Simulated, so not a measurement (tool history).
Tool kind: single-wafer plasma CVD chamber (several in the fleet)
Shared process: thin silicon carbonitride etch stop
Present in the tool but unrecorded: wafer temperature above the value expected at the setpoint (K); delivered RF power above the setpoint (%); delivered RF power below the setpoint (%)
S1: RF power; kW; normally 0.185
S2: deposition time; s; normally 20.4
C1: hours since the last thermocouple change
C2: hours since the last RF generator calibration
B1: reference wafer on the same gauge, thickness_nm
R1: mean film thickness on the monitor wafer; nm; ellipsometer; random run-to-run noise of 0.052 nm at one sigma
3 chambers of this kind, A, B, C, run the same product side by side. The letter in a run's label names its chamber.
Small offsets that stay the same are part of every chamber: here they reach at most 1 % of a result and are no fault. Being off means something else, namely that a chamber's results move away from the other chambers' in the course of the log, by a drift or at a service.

run   hour     S1    S2      C1      C2      B1       R1
       4.6  -- chamber C: thermocouple changed; heater temperature recalibrated
 1B    7.5  0.185  20.4   167.0  1844.2  13.000  11.2930
 2C   15.6  0.185  20.4    11.0   825.5  12.999  11.3150
 3A   25.1  0.185  20.4  1640.0    55.1  12.995  11.4770
 4C   34.8  0.185  20.4    30.2   844.7  12.994  11.4230
 5A   41.7  0.185  20.4  1656.6    71.7  13.004  11.4310
 6B   48.4  0.185  20.4   207.9  1885.1  12.995  11.3150
 7A   55.9  0.185  20.4  1670.8    85.9  13.017  11.3430
 8B   66.9  0.185  20.4   226.4  1903.6  12.990  11.3170
 9C   75.0  0.185  20.4    70.4   884.9  13.007  11.3550
10C   88.3  0.185  20.4    83.7   898.2  13.003  11.3510
11A   99.2  0.185  20.4  1714.1   129.2  13.001  11.4410
12B  109.5  0.165  23.5   269.0  1946.2  13.018  12.5720
13B  118.1  0.165  23.5   277.6  1954.8  12.995  12.5520
14C  131.4  0.165  23.5   126.8   941.3  13.001  12.6610
15A  143.0  0.185  20.4  1757.9   173.0  13.000  11.4360
16A  156.5  0.185  20.4  1771.4   186.5  12.979  11.4420
17C  169.0  0.185  20.4   164.4   978.9  13.002  11.3910
18B  178.4  0.185  20.4   337.9  2015.1  13.009  11.2810
19A  185.1  0.185  20.4  1800.0   215.1  12.994  11.4000
20C  199.2  0.185  20.4   194.6  1009.1  12.988  11.3930
21B  212.2  0.185  20.4   371.7  2048.9  13.001  11.3620
22B  226.1  0.165  18.8   385.6  2062.8  12.999   9.9832
23A  237.8  0.165  18.8  1852.7   267.8  13.004  10.1940
24C  250.5  0.165  18.8   245.9  1060.4  12.992  10.1210
     256.8  -- chamber C: RF generator calibrated
     261.3  -- chamber B: RF generator calibrated
25A  262.6  0.185  20.4  1877.5   292.6  12.986  11.4380
26C  273.6  0.185  20.4   269.0    16.8  13.006  11.3110
27B  282.7  0.185  20.4   442.2    21.4  12.988  11.2570
28C  292.9  0.185  20.4   288.3    36.1  13.003  11.4180
29A  304.8  0.185  20.4  1919.7   334.8  13.011  11.4940
30B  314.5  0.185  20.4   474.0    53.2  12.999  11.2670
31C  321.8  0.185  20.4   317.2    65.0  13.004  11.3770
32A  333.9  0.185  20.4  1948.8   363.9  13.001  11.4000
33B  341.5  0.185  20.4   501.0    80.2  12.996  11.1910
34C  354.0  0.185  20.4   349.4    97.2  12.986  11.4250
35B  369.0  0.185  20.4   528.5   107.7  13.009  11.2020
36A  382.9  0.185  20.4  1997.8   412.9  12.999  11.4330
37C  391.3  0.185  20.4   386.7   134.5  13.003  11.4640
38B  401.9  0.185  20.4   561.4   140.6  12.999  11.2610
39A  410.5  0.185  20.4  2025.4   440.5  12.988  11.4600

All 3 chambers run these settings next. Forecast each chamber's results:
40A  421.4  0.185  17.3               ?
40B  421.4  0.185  17.3               ?
40C  421.4  0.185  17.3               ?

run      R1
40A  9.7080
40B  9.5572
40C  9.6769
